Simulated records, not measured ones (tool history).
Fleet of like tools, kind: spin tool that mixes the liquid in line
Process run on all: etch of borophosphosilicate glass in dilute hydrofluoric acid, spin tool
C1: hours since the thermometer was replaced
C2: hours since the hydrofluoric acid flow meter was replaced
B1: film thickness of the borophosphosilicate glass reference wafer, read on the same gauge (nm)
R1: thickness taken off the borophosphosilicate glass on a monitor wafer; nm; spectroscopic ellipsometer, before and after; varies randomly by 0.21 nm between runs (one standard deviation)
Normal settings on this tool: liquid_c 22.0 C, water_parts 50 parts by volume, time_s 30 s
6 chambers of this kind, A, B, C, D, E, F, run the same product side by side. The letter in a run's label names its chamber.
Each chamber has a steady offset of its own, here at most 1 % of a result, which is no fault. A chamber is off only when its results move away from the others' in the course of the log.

{"run": "1B", "hour": 3.3, "liquid_c": 22.0, "water_parts": 50, "time_s": 30, "C1": 678.7, "C2": 229.4, "B1": 60.004, "R1": 27.26}
{"run": "2F", "hour": 5.9, "liquid_c": 22.0, "water_parts": 50, "time_s": 30, "C1": 2037.6, "C2": 191.9, "B1": 60.013, "R1": 26.576}
{"run": "3A", "hour": 8.1, "liquid_c": 22.0, "water_parts": 50, "time_s": 30, "C1": 666.8, "C2": 103.5, "B1": 59.997, "R1": 26.325}
{"run": "4E", "hour": 10.6, "liquid_c": 22.0, "water_parts": 50, "time_s": 30, "C1": 443.8, "C2": 695.4, "B1": 59.975, "R1": 26.635}
{"run": "5D", "hour": 13.0, "liquid_c": 22.0, "water_parts": 50, "time_s": 30, "C1": 567.5, "C2": 79.9, "B1": 59.982, "R1": 26.671}
{"run": "6C", "hour": 17.3, "liquid_c": 22.0, "water_parts": 50, "time_s": 30, "C1": 275.5, "C2": 119.2, "B1": 60.0, "R1": 26.33}
{"run": "7F", "hour": 19.6, "liquid_c": 24.0, "water_parts": 50, "time_s": 15, "C1": 2051.3, "C2": 205.6, "B1": 59.991, "R1": 14.562}
{"run": "8B", "hour": 23.4, "liquid_c": 24.0, "water_parts": 50, "time_s": 15, "C1": 698.8, "C2": 249.5, "B1": 60.015, "R1": 14.283}
{"run": "9C", "hour": 26.3, "liquid_c": 24.0, "water_parts": 50, "time_s": 15, "C1": 284.5, "C2": 128.2, "B1": 59.972, "R1": 14.305}
{"run": "10E", "hour": 28.3, "liquid_c": 24.0, "water_parts": 50, "time_s": 15, "C1": 461.5, "C2": 713.1, "B1": 59.988, "R1": 14.431}
{"run": "11A", "hour": 30.6, "liquid_c": 24.0, "water_parts": 50, "time_s": 15, "C1": 689.3, "C2": 126.0, "B1": 60.011, "R1": 14.408}
{"hour": 31.7, "done": "chamber E: hydrofluoric acid flow meter replaced"}
{"run": "12D", "hour": 34.5, "liquid_c": 24.0, "water_parts": 50, "time_s": 15, "C1": 589.0, "C2": 101.4, "B1": 60.046, "R1": 14.587}
{"run": "13C", "hour": 37.9, "liquid_c": 22.0, "water_parts": 50, "time_s": 30, "C1": 296.1, "C2": 139.8, "B1": 60.021, "R1": 25.905}
{"run": "14D", "hour": 40.9, "liquid_c": 22.0, "water_parts": 50, "time_s": 30, "C1": 595.4, "C2": 107.8, "B1": 59.988, "R1": 26.871}
{"run": "15B", "hour": 45.2, "liquid_c": 22.0, "water_parts": 50, "time_s": 30, "C1": 720.6, "C2": 271.3, "B1": 59.995, "R1": 26.786}
{"run": "16A", "hour": 49.0, "liquid_c": 22.0, "water_parts": 50, "time_s": 30, "C1": 707.7, "C2": 144.4, "B1": 59.983, "R1": 26.642}
{"run": "17E", "hour": 51.4, "liquid_c": 22.0, "water_parts": 50, "time_s": 30, "C1": 484.6, "C2": 19.8, "B1": 60.006, "R1": 26.864}
{"run": "18F", "hour": 55.2, "liquid_c": 22.0, "water_parts": 50, "time_s": 30, "C1": 2086.9, "C2": 241.2, "B1": 60.026, "R1": 26.668}
{"run": "19B", "hour": 58.5, "liquid_c": 22.0, "water_parts": 50, "time_s": 30, "C1": 733.9, "C2": 284.6, "B1": 59.984, "R1": 26.473}
{"run": "20E", "hour": 61.2, "liquid_c": 22.0, "water_parts": 50, "time_s": 30, "C1": 494.4, "C2": 29.6, "B1": 60.009, "R1": 26.676}
{"run": "21F", "hour": 65.5, "liquid_c": 22.0, "water_parts": 50, "time_s": 30, "C1": 2097.2, "C2": 251.5, "B1": 59.987, "R1": 26.486}
{"run": "22A", "hour": 68.8, "liquid_c": 22.0, "water_parts": 50, "time_s": 30, "C1": 727.5, "C2": 164.2, "B1": 59.985, "R1": 26.282}
{"run": "23C", "hour": 71.2, "liquid_c": 22.0, "water_parts": 50, "time_s": 30, "C1": 329.4, "C2": 173.1, "B1": 59.98, "R1": 25.004}
{"run": "24D", "hour": 73.9, "liquid_c": 22.0, "water_parts": 50, "time_s": 30, "C1": 628.4, "C2": 140.8, "B1": 60.013, "R1": 27.131}
{"run": "25E", "hour": 76.1, "liquid_c": 22.0, "water_parts": 50, "time_s": 30, "C1": 509.3, "C2": 44.5, "B1": 60.017, "R1": 26.471}
{"run": "26A", "hour": 79.8, "liquid_c": 22.0, "water_parts": 50, "time_s": 30, "C1": 738.5, "C2": 175.2, "B1": 59.978, "R1": 26.249}
{"run": "27B", "hour": 83.6, "liquid_c": 22.0, "water_parts": 50, "time_s": 30, "C1": 759.0, "C2": 309.7, "B1": 59.995, "R1": 26.888}
{"run": "28C", "hour": 87.6, "liquid_c": 22.0, "water_parts": 50, "time_s": 30, "C1": 345.8, "C2": 189.5, "B1": 60.0, "R1": 24.863}
{"run": "29F", "hour": 90.8, "liquid_c": 22.0, "water_parts": 50, "time_s": 30, "C1": 2122.5, "C2": 276.8, "B1": 60.001, "R1": 26.763}
{"run": "30D", "hour": 93.9, "liquid_c": 22.0, "water_parts": 50, "time_s": 30, "C1": 648.4, "C2": 160.8, "B1": 59.995, "R1": 26.71}
{"run": "31D", "hour": 97.2, "liquid_c": 22.0, "water_parts": 50, "time_s": 30, "C1": 651.7, "C2": 164.1, "B1": 60.021, "R1": 26.792}
{"run": "32A", "hour": 99.1, "liquid_c": 22.0, "water_parts": 50, "time_s": 30, "C1": 757.8, "C2": 194.5, "B1": 59.996, "R1": 26.869}
{"run": "33F", "hour": 103.1, "liquid_c": 22.0, "water_parts": 50, "time_s": 30, "C1": 2134.8, "C2": 289.1, "B1": 59.987, "R1": 26.919}
{"run": "34B", "hour": 107.1, "liquid_c": 22.0, "water_parts": 50, "time_s": 30, "C1": 782.5, "C2": 333.2, "B1": 60.018, "R1": 26.996}
{"run": "35C", "hour": 110.7, "liquid_c": 22.0, "water_parts": 50, "time_s": 30, "C1": 368.9, "C2": 212.6, "B1": 60.017, "R1": 24.274}
{"run": "36E", "hour": 113.7, "liquid_c": 22.0, "water_parts": 50, "time_s": 30, "C1": 546.9, "C2": 82.1, "B1": 59.99, "R1": 26.648}
{"run": "37C", "hour": 117.6, "liquid_c": 24.5, "water_parts": 30, "time_s": 30, "C1": 375.8, "C2": 219.5, "B1": 59.969, "R1": 46.836}

Which is it: a chamber that has drifted or been left off by a service, a gauge drift common to all chambers, or only each chamber's usual small offset? If a chamber is off, name it and its likeliest cause.

Little by little, chamber C moves away from the other chambers.
Most likely cause: hydrofluoric acid flow below the setpoint (%) = 8.51.
The log may not separate it from: liquid colder than its thermometer reads (K).

Here are 4 candidates for chamber C's next run, each the usual settings with a change, their results left as question marks. Which one brings its results back in line with what the others give on the usual settings?
To be in line, a result may differ from the other chambers' mean on the usual settings by at most: R1 0.730 nm
{"run": "38C-1", "hour": 120.8, "liquid_c": 24.5, "water_parts": 50, "time_s": 30, "R1": "?"}
{"run": "38C-2", "hour": 120.8, "liquid_c": 23.0, "water_parts": 50, "time_s": 30, "R1": "?"}
{"run": "38C-3", "hour": 120.8, "liquid_c": 21.0, "water_parts": 50, "time_s": 30, "R1": "?"}
{"run": "38C-4", "hour": 120.8, "liquid_c": 19.5, "water_parts": 50, "time_s": 30, "R1": "?"}

What the other chambers average on the usual settings: R1 26.677 nm
run=38C-1 R1=26.940
run=38C-2 R1=25.340
run=38C-3 R1=23.334
run=38C-4 R1=21.910
It is 38C-1 that realigns the chamber with its peers.

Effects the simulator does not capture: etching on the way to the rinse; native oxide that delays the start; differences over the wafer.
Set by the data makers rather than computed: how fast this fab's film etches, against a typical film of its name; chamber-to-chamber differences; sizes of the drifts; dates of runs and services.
